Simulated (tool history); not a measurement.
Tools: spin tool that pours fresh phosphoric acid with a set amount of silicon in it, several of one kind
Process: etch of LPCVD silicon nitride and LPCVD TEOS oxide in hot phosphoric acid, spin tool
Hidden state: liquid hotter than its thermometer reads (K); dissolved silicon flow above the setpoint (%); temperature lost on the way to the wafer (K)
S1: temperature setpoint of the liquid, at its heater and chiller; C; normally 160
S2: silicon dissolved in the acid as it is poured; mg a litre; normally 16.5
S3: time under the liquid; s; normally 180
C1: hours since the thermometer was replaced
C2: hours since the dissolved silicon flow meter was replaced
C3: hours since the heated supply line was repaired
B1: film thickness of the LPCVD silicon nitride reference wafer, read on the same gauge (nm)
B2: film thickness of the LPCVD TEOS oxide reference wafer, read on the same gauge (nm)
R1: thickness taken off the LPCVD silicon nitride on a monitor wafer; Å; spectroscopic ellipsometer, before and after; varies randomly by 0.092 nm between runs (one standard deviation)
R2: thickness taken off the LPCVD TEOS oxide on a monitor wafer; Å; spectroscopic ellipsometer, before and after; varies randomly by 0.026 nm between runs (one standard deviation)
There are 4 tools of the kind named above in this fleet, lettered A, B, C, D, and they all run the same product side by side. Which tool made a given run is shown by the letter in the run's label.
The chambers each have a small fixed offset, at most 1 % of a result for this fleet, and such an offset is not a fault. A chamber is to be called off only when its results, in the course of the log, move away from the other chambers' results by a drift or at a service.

run	hour	S1	S2	S3	C1	C2	C3	B1	B2	R1	R2
1B	5.9	160	16.5	180	251.9	107.1	123.1	130.04	140.01	151.49	4.6326
2C	8.9	160	16.5	180	941.2	23.7	2310.9	130	140.01	152.33	4.5676
3A	15.2	160	16.5	180	340.2	1629.7	733.7	130	140	152.84	4.7033
4D	19	160	16.5	180	1102.3	472.1	364	130.02	140.04	152.97	4.5103
5A	22.7	160	16.5	180	347.7	1637.2	741.2	130.03	140.01	154.2	4.8762
6B	27.8	160	16.5	180	273.8	129	145	130	140.01	153.11	4.9483
7C	33.6	160	16.5	180	965.9	48.4	2335.6	130	140.01	151.18	4.6549
8D	36.6	160	16.5	180	1119.9	489.7	381.6	129.94	140.02	152.48	4.5728
9D	40.5	160	16.5	180	1123.8	493.6	385.5	129.97	139.99	151.97	5.2055
10B	45.9	160	16.5	180	291.9	147.1	163.1	130.01	140.04	151.82	5.2105
11C	52	160	16.5	180	984.3	66.8	2354	129.99	140.06	152.29	4.4153
12A	55.6	160	16.5	180	380.6	1670.1	774.1	130.02	140.01	152.75	4.1337
13D	61.2	160	16.5	180	1144.5	514.3	406.2	130	139.98	151.66	5.0571
14B	65.9	160	16.5	180	311.9	167.1	183.1	130.01	140.05	152.31	4.2661
15C	71.9	160	16.5	180	1004.2	86.7	2373.9	129.97	140	153.03	4.7126
16A	78.2	160	16.5	180	403.2	1692.7	796.7	130.02	139.99	151.36	4.5873
17B	82.8	160	8.5	105	328.8	184	200	129.96	140.03	88.386	3.4711
18A	88.7	160	8.5	105	413.7	1703.2	807.2	130	140	87.45	2.9525
19D	91.7	160	8.5	105	1175	544.8	436.7	130.01	139.98	88.16	3.2813
20C	94.9	160	8.5	105	1027.2	109.7	2396.9	130.03	139.98	89.425	2.9066
21D	101	160	16.5	180	1184.3	554.1	446	130.04	140.01	152.5	4.7475
22B	106.6	160	16.5	180	352.6	207.8	223.8	130.02	139.99	150.17	5.1255
23C	110.1	160	16.5	180	1042.4	124.9	2412.1	129.97	139.99	151.6	5.2884
24A	114.9	160	16.5	265	439.9	1729.4	833.4	129.98	139.98	217.2	7.4515
25D	120.9	160	16.5	265	1204.2	574	465.9	130	140.02	223.35	7.3315
26A	123.6	160	16.5	265	448.6	1738.1	842.1	129.95	139.97	220	6.828
27C	129.4	160	16.5	265	1061.7	144.2	2431.4	130	140.03	224.7	6.8973
28B	134.2	160	16.5	180	380.2	235.4	251.4	130.03	139.96	151.18	5.0576
29A	137.4	160	16.5	180	462.4	1751.9	855.9	130.01	140.03	147.38	4.2878
30C	141.5	160	16.5	180	1073.8	156.3	2443.5	129.96	139.98	151.98	4.4037
31B	145.1	160	16.5	180	391.1	246.3	262.3	130.01	140.06	152.36	4.9219
32D	151	160	16.5	180	1234.3	604.1	496	129.95	140	152.95	5.1672
33D	155.5	160	16.5	180	1238.8	608.6	500.5	129.97	140	151.73	4.9233
34C	159.6	158.5	16.5	180	1091.9	174.4	2461.6	130.01	139.98	143.01	4.3455
35B	163.6	158.5	16.5	180	409.6	264.8	280.8	130.04	139.97	144.8	4.3822
36A	167.7	158.5	16.5	180	492.7	1782.2	886.2	130.01	139.99	136.86	3.5051
37D	173.9	158.5	16.5	180	1257.2	627	518.9	130	139.95	145.06	4.4966
38A	177.2	160	16.5	180	502.2	1791.7	895.7	130.04	140.04	145.23	4.1283

Which is it: a chamber that has drifted or been left off by a service, a gauge drift common to all chambers, or only each chamber's usual small offset? If a chamber is off, name it and its likeliest cause.

Chamber A drifts away from the others.
Cause: temperature lost on the way to the wafer (K) = 1.85.
The log may not separate it from: liquid colder than its thermometer reads (K).

Here are 4 candidates for chamber A's next run, each the usual settings with a change, their results left as question marks. Which one brings its results back in line with what the others give on the usual settings?
Allowed miss from the other chambers' usual-settings mean, per result, to count as in line: R1 3.2 Å; R2 0.9 Å
39A-1	181.7	160	17	175						?	?
39A-2	181.7	160	14.5	190						?	?
39A-3	181.7	160	16	185						?	?
39A-4	181.7	160	18.5	170						?	?

The other chambers' mean on the usual settings: R1 152.15 Å; R2 4.8518 Å
run	R1	R2
39A-1	139.85	4.0417
39A-2	151.84	4.6768
39A-3	147.84	4.3851
39A-4	135.86	3.7713
With 39A-2, the chamber falls back in line with the rest.
